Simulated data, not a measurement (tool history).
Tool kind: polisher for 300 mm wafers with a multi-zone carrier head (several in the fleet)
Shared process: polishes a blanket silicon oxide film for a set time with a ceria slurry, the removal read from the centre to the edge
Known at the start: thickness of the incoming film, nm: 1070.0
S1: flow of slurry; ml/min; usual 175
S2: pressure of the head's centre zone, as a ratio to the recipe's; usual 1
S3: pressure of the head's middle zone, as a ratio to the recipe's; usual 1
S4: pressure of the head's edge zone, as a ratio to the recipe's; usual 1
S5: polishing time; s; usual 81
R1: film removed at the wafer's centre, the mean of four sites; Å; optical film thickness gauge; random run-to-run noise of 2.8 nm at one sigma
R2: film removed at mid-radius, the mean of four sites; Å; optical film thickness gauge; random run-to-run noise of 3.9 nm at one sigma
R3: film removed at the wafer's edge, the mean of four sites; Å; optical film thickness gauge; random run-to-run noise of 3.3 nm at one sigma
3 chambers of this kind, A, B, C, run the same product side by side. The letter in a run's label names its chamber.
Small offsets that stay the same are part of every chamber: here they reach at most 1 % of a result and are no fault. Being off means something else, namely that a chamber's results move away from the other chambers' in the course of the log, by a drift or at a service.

run,hour,S1,S2,S3,S4,S5,R1,R2,R3
# hour 0.4: chamber C: slurry nozzle cleaned
# hour 4.8: chamber C: worn pad replaced by a new one
1C,10.8,175,1,1,1,81,3782.1,3834.9,3856.1
# hour 17.3: chamber B: worn pad replaced by a new one
2B,18.2,175,1,1,1,81,3816.8,3850.1,3906.5
3A,28.3,175,1,1,1,81,3841,3862.5,3882.7
4A,41.3,175,1,1,1,81,3838.9,3773.8,3870.3
5C,56.1,175,1,1,1,81,3784.7,3875.9,3821.4
6B,68.9,175,1,1,1,81,3783.9,3785.8,3943.8
7A,79.9,175,1,1,1,81,3844.3,3830.5,3860.1
8B,86.8,175,1,1,1,81,3803.8,3845.8,3874.3
# hour 90.7: chamber B: worn pad replaced by a new one
9C,99.2,175,1,1,1,81,3763,3888.2,3811.8
# hour 105.5: chamber C: worn pad replaced by a new one
10A,107.4,175,1,1,1,81,3877.6,3860.3,3859.7
11C,122.5,175,1,1,1,81,3828.7,3866.9,3917.2
12B,135.4,175,1,1,1,81,3862.3,3822.7,3868.6
13A,149.2,130,1,1,1,81,3544.1,3616.4,3680.4
14B,163.6,130,1,1,1,81,3567,3669.9,3727.4
# hour 166: chamber B: worn pad replaced by a new one
15C,177.5,130,1,1,1,81,3582.7,3612.8,3729.6
16A,189.9,175,1,1,1,81,3792.5,3753.9,3857.2
# hour 204.8: chamber C: worn pad replaced by a new one
17B,205.5,175,1,1,1,81,3817.9,3755.8,3867.6
18C,219.5,175,1,1,0.89,106,4932.1,5082.5,4801.8
# hour 227.2: chamber C: slurry nozzle cleaned
# hour 227.3: chamber B: slurry nozzle cleaned
19C,232.8,175,1,1,0.89,106,5017.2,4994.6,4750.2
# hour 239.6: chamber B: worn pad replaced by a new one
20B,239.9,175,1,1,0.89,106,5048.8,4993.7,4748.5
21A,248.8,175,1,1,1,81,3719,3686.4,3724.5
22B,262.5,175,1,1,1,81,3808,3830.9,3818.1
# hour 273.1: chamber A: centre zone pressure recalibrated
23C,274.3,175,1,1,1,81,3768.2,3812.3,3865.6
24A,284.1,175,1,1,1,81,3753.6,3677.2,3713.8
# hour 295: chamber A: slurry nozzle cleaned
25A,297.3,175,1,1,1,81,3662.9,3705.7,3737.2
# hour 304.6: chamber B: worn pad replaced by a new one
# hour 309: chamber C: worn pad replaced by a new one
26B,309,175,1,1,1,81,3823.3,3784.5,3818.3
27C,323.8,175,1,1,1,94,4360.2,4491.9,4469.7
# hour 324: chamber B: edge zone pressure recalibrated
28B,332.2,175,1,1,1,94,4418.3,4409,4556.9
29A,340.5,175,1,1,1,94,4195.8,4271,4263.1

Next, every chamber runs the same settings. What will each give?
30A,351.6,175,0.94,1,1,81,?,?,?
30B,351.6,175,0.94,1,1,81,?,?,?
30C,351.6,175,0.94,1,1,81,?,?,?

run,R1,R2,R3
30A,3376,3607.4,3754.9
30B,3571.2,3757.6,3905.9
30C,3579.5,3782.4,3887.7

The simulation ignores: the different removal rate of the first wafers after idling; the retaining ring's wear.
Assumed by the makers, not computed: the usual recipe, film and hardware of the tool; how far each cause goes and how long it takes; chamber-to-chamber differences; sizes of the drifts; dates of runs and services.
